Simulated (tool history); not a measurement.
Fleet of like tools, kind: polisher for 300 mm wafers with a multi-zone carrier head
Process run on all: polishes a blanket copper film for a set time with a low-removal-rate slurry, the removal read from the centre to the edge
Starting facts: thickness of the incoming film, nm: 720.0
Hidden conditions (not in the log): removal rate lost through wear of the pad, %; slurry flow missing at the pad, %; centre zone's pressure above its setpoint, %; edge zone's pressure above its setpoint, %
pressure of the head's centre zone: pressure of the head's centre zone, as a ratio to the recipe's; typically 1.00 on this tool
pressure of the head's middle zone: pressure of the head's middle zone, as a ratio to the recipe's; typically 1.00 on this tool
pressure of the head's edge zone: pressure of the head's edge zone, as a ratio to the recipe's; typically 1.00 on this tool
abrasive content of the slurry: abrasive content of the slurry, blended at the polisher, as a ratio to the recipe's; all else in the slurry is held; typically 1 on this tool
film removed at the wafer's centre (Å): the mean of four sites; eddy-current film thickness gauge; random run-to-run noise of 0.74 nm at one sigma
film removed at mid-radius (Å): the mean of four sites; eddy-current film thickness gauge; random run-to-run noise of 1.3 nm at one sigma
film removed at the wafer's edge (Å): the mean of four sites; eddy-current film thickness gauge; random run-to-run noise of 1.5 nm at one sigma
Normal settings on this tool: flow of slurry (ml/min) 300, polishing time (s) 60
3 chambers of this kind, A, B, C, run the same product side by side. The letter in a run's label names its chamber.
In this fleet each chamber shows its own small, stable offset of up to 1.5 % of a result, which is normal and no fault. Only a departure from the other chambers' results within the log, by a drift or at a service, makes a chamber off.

| run | hour | flow of slurry (ml/min) | pressure of the head's centre zone | pressure of the head's middle zone | pressure of the head's edge zone | abrasive content of the slurry | polishing time (s) | wafers polished on this pad | hours since the slurry nozzle was cleaned | hours since the centre zone pressure was calibrated | hours since the edge zone pressure was calibrated | film removed at the wafer's centre (Å) | film removed at mid-radius (Å) | film removed at the wafer's edge (Å) |
|---|---|---|---|---|---|---|---|---|---|---|---|---|---|---|
|  | 4.0 | chamber B: worn pad replaced by a new one |
|  | 4.6 | chamber C: worn pad replaced by a new one |
| 1A | 7.2 | 300 | 1.00 | 1.00 | 1.00 | 1 | 60 | 168 | 304.1 | 76.0 | 125.3 | 1172.3 | 1153.0 | 1183.2 |
| 2B | 13.3 | 300 | 1.00 | 1.00 | 1.00 | 1 | 60 | 148 | 120.0 | 432.6 | 31.1 | 1175.7 | 1162.8 | 1176.0 |
| 3C | 19.5 | 300 | 1.00 | 1.00 | 1.00 | 1 | 60 | 239 | 251.7 | 142.8 | 85.7 | 1166.7 | 1178.0 | 1153.5 |
| 4C | 24.8 | 300 | 1.00 | 1.00 | 1.00 | 1 | 60 | 324 | 257.0 | 148.1 | 91.0 | 1165.9 | 1168.3 | 1122.3 |
| 5A | 29.3 | 300 | 1.00 | 1.00 | 1.00 | 1 | 60 | 521 | 326.2 | 98.1 | 147.4 | 1164.9 | 1164.3 | 1178.1 |
| 6B | 35.4 | 300 | 1.00 | 1.00 | 1.00 | 1 | 60 | 502 | 142.1 | 454.7 | 53.2 | 1173.3 | 1139.2 | 1182.9 |
| 7C | 44.4 | 300 | 1.00 | 1.00 | 1.00 | 1 | 60 | 637 | 276.6 | 167.7 | 110.6 | 1164.4 | 1174.7 | 1175.7 |
| 8A | 49.8 | 300 | 1.00 | 1.00 | 1.00 | 1 | 60 | 849 | 346.7 | 118.6 | 167.9 | 1164.6 | 1175.2 | 1176.2 |
| 9B | 57.3 | 300 | 1.00 | 1.00 | 1.00 | 1 | 60 | 852 | 164.0 | 476.6 | 75.1 | 1186.7 | 1159.2 | 1165.3 |
|  | 58.4 | chamber A: worn pad replaced by a new one |
| 10A | 61.8 | 300 | 1.00 | 1.00 | 1.00 | 1 | 60 | 55 | 358.7 | 130.6 | 179.9 | 1170.4 | 1155.3 | 1176.2 |
| 11B | 66.4 | 300 | 1.00 | 1.00 | 1.00 | 1 | 60 | 997 | 173.1 | 485.7 | 84.2 | 1187.6 | 1166.5 | 1169.3 |
| 12C | 72.6 | 300 | 1.08 | 1.00 | 0.88 | 1 | 60 | 1088 | 304.8 | 195.9 | 138.8 | 1260.4 | 1148.3 | 1083.6 |
|  | 73.8 | chamber B: worn pad replaced by a new one |
| 13C | 82.3 | 300 | 1.08 | 1.00 | 0.88 | 1 | 60 | 1243 | 314.5 | 205.6 | 148.5 | 1274.9 | 1171.0 | 1052.8 |
|  | 85.4 | chamber C: worn pad replaced by a new one |
| 14B | 90.6 | 300 | 1.08 | 1.00 | 0.88 | 1 | 60 | 269 | 197.3 | 509.9 | 108.4 | 1286.6 | 1147.9 | 1082.6 |
| 15A | 97.8 | 300 | 1.00 | 1.08 | 1.00 | 1 | 60 | 631 | 394.7 | 166.6 | 215.9 | 1167.1 | 1263.5 | 1149.2 |
| 16B | 103.9 | 300 | 1.00 | 1.08 | 1.00 | 1 | 60 | 482 | 210.6 | 523.2 | 121.7 | 1172.9 | 1228.0 | 1154.3 |
| 17A | 112.9 | 300 | 1.00 | 1.08 | 1.00 | 1 | 60 | 872 | 409.8 | 181.7 | 231.0 | 1154.5 | 1240.9 | 1175.5 |
|  | 113.4 | chamber A: worn pad replaced by a new one |
| 18C | 120.6 | 300 | 1.00 | 1.00 | 1.00 | 1 | 60 | 562 | 352.8 | 243.9 | 186.8 | 1171.0 | 1157.6 | 1129.0 |
| 19C | 128.9 | 300 | 1.00 | 1.00 | 1.00 | 1 | 60 | 695 | 361.1 | 252.2 | 195.1 | 1164.0 | 1169.5 | 1149.8 |
| 20B | 137.8 | 300 | 1.00 | 1.00 | 1.00 | 1 | 60 | 1024 | 244.5 | 557.1 | 155.6 | 1179.9 | 1155.2 | 1218.0 |
|  | 144.0 | chamber B: worn pad replaced by a new one |
| 21A | 146.3 | 300 | 1.00 | 1.00 | 1.00 | 1 | 60 | 526 | 443.2 | 215.1 | 264.4 | 1175.6 | 1158.6 | 1155.7 |
|  | 151.3 | chamber C: slurry nozzle cleaned |
| 22A | 153.7 | 300 | 1.00 | 1.00 | 1.00 | 1 | 60 | 644 | 450.6 | 222.5 | 271.8 | 1175.0 | 1180.8 | 1175.2 |
| 23B | 159.8 | 300 | 1.00 | 1.00 | 1.00 | 1 | 60 | 253 | 266.5 | 579.1 | 177.6 | 1186.6 | 1168.9 | 1175.9 |
|  | 166.3 | chamber B: centre zone pressure recalibrated |
| 24C | 167.8 | 300 | 1.00 | 1.00 | 1.00 | 1 | 60 | 1317 | 16.6 | 291.1 | 234.0 | 1165.4 | 1152.5 | 1153.3 |
|  | 173.8 | chamber C: worn pad replaced by a new one |
| 25B | 176.5 | 300 | 1.00 | 1.00 | 1.00 | 1 | 60 | 520 | 283.2 | 10.3 | 194.3 | 1195.7 | 1147.8 | 1148.9 |
|  | 177.9 | chamber A: worn pad replaced by a new one |
| 26C | 182.6 | 300 | 1.00 | 1.00 | 1.00 | 1 | 60 | 141 | 31.4 | 305.9 | 248.8 | 1175.2 | 1162.2 | 1175.2 |
| 27A | 188.5 | 300 | 1.00 | 1.00 | 1.00 | 1 | 60 | 170 | 485.4 | 257.3 | 306.6 | 1157.5 | 1153.7 | 1163.9 |

All chambers now run identical settings, listed one chamber a line with results as question marks. What results will each chamber show?
| 28A | 195.7 | 300 | 1.00 | 1.00 | 1.00 | 1 | 60 |  |  |  |  | ? | ? | ? |
| 28B | 195.7 | 300 | 1.00 | 1.00 | 1.00 | 1 | 60 |  |  |  |  | ? | ? | ? |
| 28C | 195.7 | 300 | 1.00 | 1.00 | 1.00 | 1 | 60 |  |  |  |  | ? | ? | ? |

| run | film removed at the wafer's centre (Å) | film removed at mid-radius (Å) | film removed at the wafer's edge (Å) |
|---|---|---|---|
| 28A | 1174.9 | 1160.0 | 1156.3 |
| 28B | 1187.5 | 1162.9 | 1187.5 |
| 28C | 1162.2 | 1172.5 | 1176.9 |
